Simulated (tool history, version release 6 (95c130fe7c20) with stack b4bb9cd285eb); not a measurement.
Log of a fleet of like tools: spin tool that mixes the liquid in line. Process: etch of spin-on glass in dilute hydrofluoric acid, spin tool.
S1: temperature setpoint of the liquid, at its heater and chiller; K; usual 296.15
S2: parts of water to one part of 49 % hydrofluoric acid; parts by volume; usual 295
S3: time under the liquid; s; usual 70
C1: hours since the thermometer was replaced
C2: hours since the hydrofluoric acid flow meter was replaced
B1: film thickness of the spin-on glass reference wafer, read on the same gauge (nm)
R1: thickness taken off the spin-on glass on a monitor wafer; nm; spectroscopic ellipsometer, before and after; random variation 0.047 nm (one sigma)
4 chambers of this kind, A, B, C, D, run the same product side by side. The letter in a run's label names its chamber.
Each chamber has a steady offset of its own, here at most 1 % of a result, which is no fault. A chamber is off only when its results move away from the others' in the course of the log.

{"day": 0.321, "done": "chamber A: hydrofluoric acid flow meter replaced"}
{"run": "1D", "day": 0.45, "S1": 296.15, "S2": 295, "S3": 70, "C1": 512.1, "C2": 1436.3, "B1": 80.029, "R1": 6.8728}
{"run": "2A", "day": 0.808, "S1": 296.15, "S2": 295, "S3": 70, "C1": 933.9, "C2": 11.7, "B1": 79.978, "R1": 6.856}
{"run": "3B", "day": 1.062, "S1": 296.15, "S2": 295, "S3": 70, "C1": 35.2, "C2": 732.5, "B1": 80.026, "R1": 6.8981}
{"run": "4C", "day": 1.383, "S1": 296.15, "S2": 295, "S3": 70, "C1": 1304.6, "C2": 667.4, "B1": 80.034, "R1": 6.8378}
{"run": "5A", "day": 1.717, "S1": 296.15, "S2": 295, "S3": 70, "C1": 955.7, "C2": 33.5, "B1": 80.0, "R1": 6.8587}
{"run": "6B", "day": 2.162, "S1": 296.15, "S2": 295, "S3": 70, "C1": 61.6, "C2": 758.9, "B1": 79.995, "R1": 6.8633}
{"day": 2.45, "done": "chamber C: hydrofluoric acid flow meter replaced"}
{"run": "7C", "day": 2.546, "S1": 296.15, "S2": 295, "S3": 70, "C1": 1332.5, "C2": 2.3, "B1": 79.993, "R1": 6.8715}
{"run": "8D", "day": 2.858, "S1": 293.15, "S2": 180, "S3": 70, "C1": 569.9, "C2": 1494.1, "B1": 80.021, "R1": 11.435}
{"run": "9C", "day": 3.25, "S1": 293.15, "S2": 180, "S3": 70, "C1": 1349.4, "C2": 19.2, "B1": 80.02, "R1": 11.288}
{"run": "10D", "day": 3.717, "S1": 293.15, "S2": 180, "S3": 70, "C1": 590.5, "C2": 1514.7, "B1": 79.947, "R1": 11.551}
{"run": "11A", "day": 4.242, "S1": 293.15, "S2": 180, "S3": 70, "C1": 1016.3, "C2": 94.1, "B1": 79.966, "R1": 11.167}
{"run": "12B", "day": 4.517, "S1": 296.15, "S2": 295, "S3": 85, "C1": 118.1, "C2": 815.4, "B1": 79.963, "R1": 8.3944}
{"run": "13C", "day": 4.796, "S1": 296.15, "S2": 295, "S3": 85, "C1": 1386.5, "C2": 56.3, "B1": 79.992, "R1": 8.4263}
{"run": "14A", "day": 5.058, "S1": 296.15, "S2": 295, "S3": 85, "C1": 1035.9, "C2": 113.7, "B1": 79.916, "R1": 8.3026}
{"run": "15B", "day": 5.383, "S1": 296.15, "S2": 295, "S3": 85, "C1": 138.9, "C2": 836.2, "B1": 80.022, "R1": 8.3969}
{"run": "16D", "day": 5.725, "S1": 296.15, "S2": 295, "S3": 70, "C1": 638.7, "C2": 1562.9, "B1": 80.01, "R1": 7.2131}
{"run": "17B", "day": 6.142, "S1": 296.15, "S2": 295, "S3": 70, "C1": 157.1, "C2": 854.4, "B1": 80.024, "R1": 6.9312}
{"run": "18A", "day": 6.625, "S1": 296.15, "S2": 295, "S3": 70, "C1": 1073.5, "C2": 151.3, "B1": 80.016, "R1": 6.9141}
{"run": "19D", "day": 7.071, "S1": 296.15, "S2": 295, "S3": 70, "C1": 671.0, "C2": 1595.2, "B1": 79.993, "R1": 7.2261}
{"run": "20C", "day": 7.354, "S1": 292.15, "S2": 295, "S3": 90, "C1": 1447.9, "C2": 117.7, "B1": 79.965, "R1": 7.5932}
{"run": "21A", "day": 7.788, "S1": 292.15, "S2": 295, "S3": 90, "C1": 1101.4, "C2": 179.2, "B1": 80.02, "R1": 7.59}
{"run": "22C", "day": 8.312, "S1": 292.15, "S2": 295, "S3": 90, "C1": 1470.9, "C2": 140.7, "B1": 79.982, "R1": 7.5959}
{"run": "23D", "day": 8.846, "S1": 292.15, "S2": 295, "S3": 90, "C1": 713.6, "C2": 1637.8, "B1": 80.051, "R1": 8.3988}
{"run": "24B", "day": 9.392, "S1": 296.15, "S2": 295, "S3": 70, "C1": 235.1, "C2": 932.4, "B1": 79.962, "R1": 6.9434}
{"run": "25A", "day": 9.638, "S1": 296.15, "S2": 295, "S3": 70, "C1": 1145.8, "C2": 223.6, "B1": 80.038, "R1": 6.9002}
{"run": "26D", "day": 9.996, "S1": 296.15, "S2": 295, "S3": 70, "C1": 741.2, "C2": 1665.4, "B1": 79.994, "R1": 7.4547}

All 4 chambers run these settings next. Forecast each chamber's results:
{"run": "27A", "day": 10.4, "S1": 299.15, "S2": 295, "S3": 70, "R1": "?"}
{"run": "27B", "day": 10.4, "S1": 299.15, "S2": 295, "S3": 70, "R1": "?"}
{"run": "27C", "day": 10.4, "S1": 299.15, "S2": 295, "S3": 70, "R1": "?"}
{"run": "27D", "day": 10.4, "S1": 299.15, "S2": 295, "S3": 70, "R1": "?"}

run=27A R1=7.6524
run=27B R1=7.8019
run=27C R1=7.7360
run=27D R1=8.3035
